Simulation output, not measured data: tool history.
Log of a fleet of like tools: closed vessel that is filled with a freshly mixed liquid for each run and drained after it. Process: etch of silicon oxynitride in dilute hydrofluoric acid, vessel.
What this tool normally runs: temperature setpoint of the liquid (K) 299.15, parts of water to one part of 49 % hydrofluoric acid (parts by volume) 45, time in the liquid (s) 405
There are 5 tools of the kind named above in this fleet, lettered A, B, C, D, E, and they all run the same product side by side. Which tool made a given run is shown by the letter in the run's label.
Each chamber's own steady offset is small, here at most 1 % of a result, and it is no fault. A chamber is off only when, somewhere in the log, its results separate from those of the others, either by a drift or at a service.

run   hour  temperature setpoint of the liquid (K)  parts of water to one part of 49 % hydrofluoric acid (parts by volume)  time in the liquid (s)  read-back film thickness of the silicon oxynitride reference wafer, read on the same gauge (nm)  thickness taken off the silicon oxynitride on a monitor wafer (angstrom)
       0.5  -- chamber D: thermometer replaced
 1C    6.9                                  299.15                                                                      45                     405                                                                                           139.99                                                                    381.14
 2E   11.8                                  299.15                                                                      45                     405                                                                                           139.96                                                                    380.52
 3A   18.8                                  299.15                                                                      45                     405                                                                                           140.01                                                                    387.22
 4D   26.9                                  299.15                                                                      45                     405                                                                                           140.01                                                                    385.37
 5B   35.9                                  299.15                                                                      45                     405                                                                                           139.97                                                                    385.90
 6E   41.3                                  299.15                                                                      45                     405                                                                                           140.00                                                                    377.65
 7D   51.3                                  299.15                                                                      35                     520                                                                                           139.98                                                                    649.10
 8A   60.8                                  299.15                                                                      35                     520                                                                                           139.98                                                                    639.43
 9B   66.4                                  299.15                                                                      35                     520                                                                                           139.98                                                                    647.28
10C   73.8                                  299.15                                                                      35                     520                                                                                           139.99                                                                    644.49
11C   79.6                                  299.15                                                                      35                     520                                                                                           140.00                                                                    642.55
12A   89.3                                  299.15                                                                      45                     405                                                                                           139.94                                                                    383.65
13D   95.2                                  299.15                                                                      45                     405                                                                                           140.00                                                                    383.70
14E  103.1                                  299.15                                                                      45                     405                                                                                           140.03                                                                    380.76
15B  113.0                                  296.15                                                                      45                     610                                                                                           140.01                                                                    506.48
16C  121.9                                  296.15                                                                      45                     610                                                                                           140.01                                                                    495.25
17E  126.9                                  296.15                                                                      45                     610                                                                                           140.04                                                                    498.52
18D  131.8                                  296.15                                                                      45                     610                                                                                           139.99                                                                    499.39
19B  138.7                                  296.15                                                                      45                     610                                                                                           139.98                                                                    496.37
20A  146.1                                  299.15                                                                      45                     405                                                                                           140.06                                                                    389.57
21A  156.3                                  299.15                                                                      45                     405                                                                                           139.97                                                                    384.79
22B  164.3                                  299.15                                                                      45                     405                                                                                           139.99                                                                    388.24
23E  172.3                                  299.15                                                                      45                     405                                                                                           139.99                                                                    383.99
24C  182.6                                  299.15                                                                      45                     405                                                                                           139.97                                                                    378.29
25D  188.9                                  299.15                                                                      45                     405                                                                                           140.00                                                                    381.74
26B  197.0                                  299.15                                                                      45                     405                                                                                           140.01                                                                    392.66
27C  205.8                                  299.15                                                                      45                     405                                                                                           139.99                                                                    388.09
28E  215.7                                  299.15                                                                      45                     405                                                                                           140.01                                                                    381.86
29A  224.8                                  299.15                                                                      45                     405                                                                                           140.00                                                                    392.46
30D  229.9                                  299.15                                                                      45                     405                                                                                           139.99                                                                    384.59
31E  234.8                                  299.15                                                                      45                     405                                                                                           139.99                                                                    373.93
32C  242.0                                  299.15                                                                      40                     405                                                                                           139.99                                                                    433.80
33A  247.7                                  299.15                                                                      40                     405                                                                                           140.02                                                                    441.60
     248.9  -- chamber E: hydrofluoric acid flow meter replaced
34B  256.9                                  299.15                                                                      40                     405                                                                                           140.05                                                                    434.17
35D  264.1                                  299.15                                                                      40                     405                                                                                           140.00                                                                    432.02
     265.3  -- chamber B: thermometer replaced
36D  272.3                                  299.15                                                                      40                     405                                                                                           140.01                                                                    436.21
37C  281.1                                  299.15                                                                      45                     405                                                                                           140.00                                                                    379.50
38A  285.7                                  299.15                                                                      45                     405                                                                                           140.03                                                                    383.52
39B  290.6                                  299.15                                                                      45                     405                                                                                           140.01                                                                    383.90
40E  298.9                                  299.15                                                                      45                     405                                                                                           140.01                                                                    385.20
41B  307.8                                  299.15                                                                      45                     405                                                                                           139.97                                                                    385.47
42E  313.1                                  299.15                                                                      45                     405                                                                                           140.02                                                                    386.87
43D  319.3                                  299.15                                                                      45                     405                                                                                           140.05                                                                    381.43

Is one chamber out of step, is the gauge drifting, or do the chambers differ by no more than their own small offsets? For an off chamber, give its letter and the likeliest cause.

All chambers stay in line apart from their small fixed offsets, and the gauge does not drift.

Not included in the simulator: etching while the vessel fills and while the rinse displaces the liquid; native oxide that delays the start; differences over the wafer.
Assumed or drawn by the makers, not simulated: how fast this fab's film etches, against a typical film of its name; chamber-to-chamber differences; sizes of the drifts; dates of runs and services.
